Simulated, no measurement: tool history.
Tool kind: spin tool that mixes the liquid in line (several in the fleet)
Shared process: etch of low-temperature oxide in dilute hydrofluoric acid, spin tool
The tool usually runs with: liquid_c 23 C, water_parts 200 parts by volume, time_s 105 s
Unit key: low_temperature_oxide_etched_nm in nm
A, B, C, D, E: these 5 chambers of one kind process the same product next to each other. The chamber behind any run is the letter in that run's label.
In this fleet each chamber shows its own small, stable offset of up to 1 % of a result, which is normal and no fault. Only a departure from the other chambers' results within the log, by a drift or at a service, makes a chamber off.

| run | hour | liquid_c | water_parts | time_s | read-back film thickness of the low-temperature oxide reference wafer, read on the same gauge (nm) | low_temperature_oxide_etched_nm |
|---|---|---|---|---|---|---|
| 1B | 13.7 | 23 | 200 | 105 | 119.97 | 15.868 |
| 2E | 24.7 | 23 | 200 | 105 | 120 | 16.03 |
| 3D | 38.3 | 23 | 200 | 105 | 120.04 | 15.782 |
| 4A | 46.4 | 23 | 200 | 105 | 120.05 | 16.147 |
| 5C | 57.8 | 23 | 200 | 45 | 120.03 | 6.8432 |
| 6A | 69.2 | 23 | 200 | 45 | 120.03 | 6.9392 |
| 7B | 84.2 | 23 | 200 | 45 | 119.99 | 6.7851 |
| 8D | 96.9 | 23 | 200 | 45 | 120 | 6.7993 |
| 9E | 107.9 | 23 | 200 | 45 | 119.99 | 6.8139 |
| 10C | 118.1 | 23 | 200 | 105 | 119.98 | 15.689 |
|  | 123 | chamber A: hydrofluoric acid flow meter replaced |
|  | 129.9 | chamber D: thermometer replaced |
| 11C | 133.9 | 23 | 265 | 105 | 120 | 11.199 |
| 12E | 146.8 | 23 | 265 | 105 | 120.04 | 11.205 |
|  | 148 | chamber D: hydrofluoric acid flow meter replaced |
| 13A | 157.4 | 23 | 265 | 105 | 119.97 | 11.467 |
| 14B | 167.5 | 23 | 265 | 105 | 120.02 | 11.385 |
| 15D | 181.3 | 23 | 265 | 105 | 119.97 | 11.313 |
| 16C | 196 | 23 | 200 | 105 | 120.01 | 15.819 |
| 17E | 203.9 | 23 | 200 | 105 | 119.96 | 15.82 |
| 18D | 216.6 | 23 | 200 | 105 | 120.01 | 15.9 |
| 19B | 230.3 | 23 | 200 | 105 | 119.98 | 15.959 |
| 20A | 238.8 | 23 | 200 | 105 | 120.01 | 15.925 |
| 21C | 253.9 | 23 | 200 | 105 | 119.94 | 15.757 |
| 22E | 267 | 23 | 200 | 105 | 120.05 | 16.321 |
| 23B | 278.4 | 23 | 200 | 105 | 120.06 | 16.096 |
| 24A | 293.5 | 23 | 200 | 105 | 119.99 | 16.176 |
| 25D | 308.9 | 23 | 200 | 105 | 120.02 | 16.117 |
| 26B | 322.7 | 23 | 200 | 105 | 120.01 | 16.26 |
|  | 330.6 | chamber C: hydrofluoric acid flow meter replaced |
| 27A | 331.8 | 23 | 200 | 105 | 120.01 | 16.049 |
| 28C | 345.1 | 23 | 200 | 105 | 120.02 | 15.708 |
| 29D | 355 | 23 | 200 | 105 | 120.01 | 15.917 |
| 30E | 363.7 | 23 | 200 | 105 | 119.98 | 16.231 |
| 31C | 370.7 | 23 | 200 | 105 | 119.98 | 15.846 |
| 32D | 382.3 | 23 | 200 | 105 | 120.02 | 15.69 |
| 33E | 392 | 23 | 200 | 105 | 120 | 16.198 |
| 34A | 403.6 | 23 | 200 | 105 | 119.98 | 16.019 |
| 35B | 412.3 | 23 | 200 | 105 | 119.99 | 17.043 |
| 36C | 421.9 | 23 | 140 | 65 | 120.03 | 14.691 |
| 37D | 437.8 | 23 | 140 | 65 | 120.06 | 14.835 |
| 38E | 444.8 | 23 | 140 | 65 | 120 | 15.239 |
| 39A | 457.5 | 23 | 140 | 65 | 119.99 | 15.104 |
| 40B | 469.6 | 23 | 140 | 65 | 119.97 | 16.115 |
| 41D | 484 | 23 | 200 | 105 | 120 | 15.697 |
| 42E | 496.6 | 23 | 200 | 105 | 120.01 | 16.19 |
| 43B | 509.3 | 18 | 290 | 105 | 119.95 | 9.1495 |

Next, every chamber runs the same settings. What will each give?
| 44A | 521 | 23 | 200 | 105 |  | ? |
| 44B | 521 | 23 | 200 | 105 |  | ? |
| 44C | 521 | 23 | 200 | 105 |  | ? |
| 44D | 521 | 23 | 200 | 105 |  | ? |
| 44E | 521 | 23 | 200 | 105 |  | ? |

| run | low_temperature_oxide_etched_nm |
|---|---|
| 44A | 16.056 |
| 44B | 17.422 |
| 44C | 15.833 |
| 44D | 15.976 |
| 44E | 16.112 |
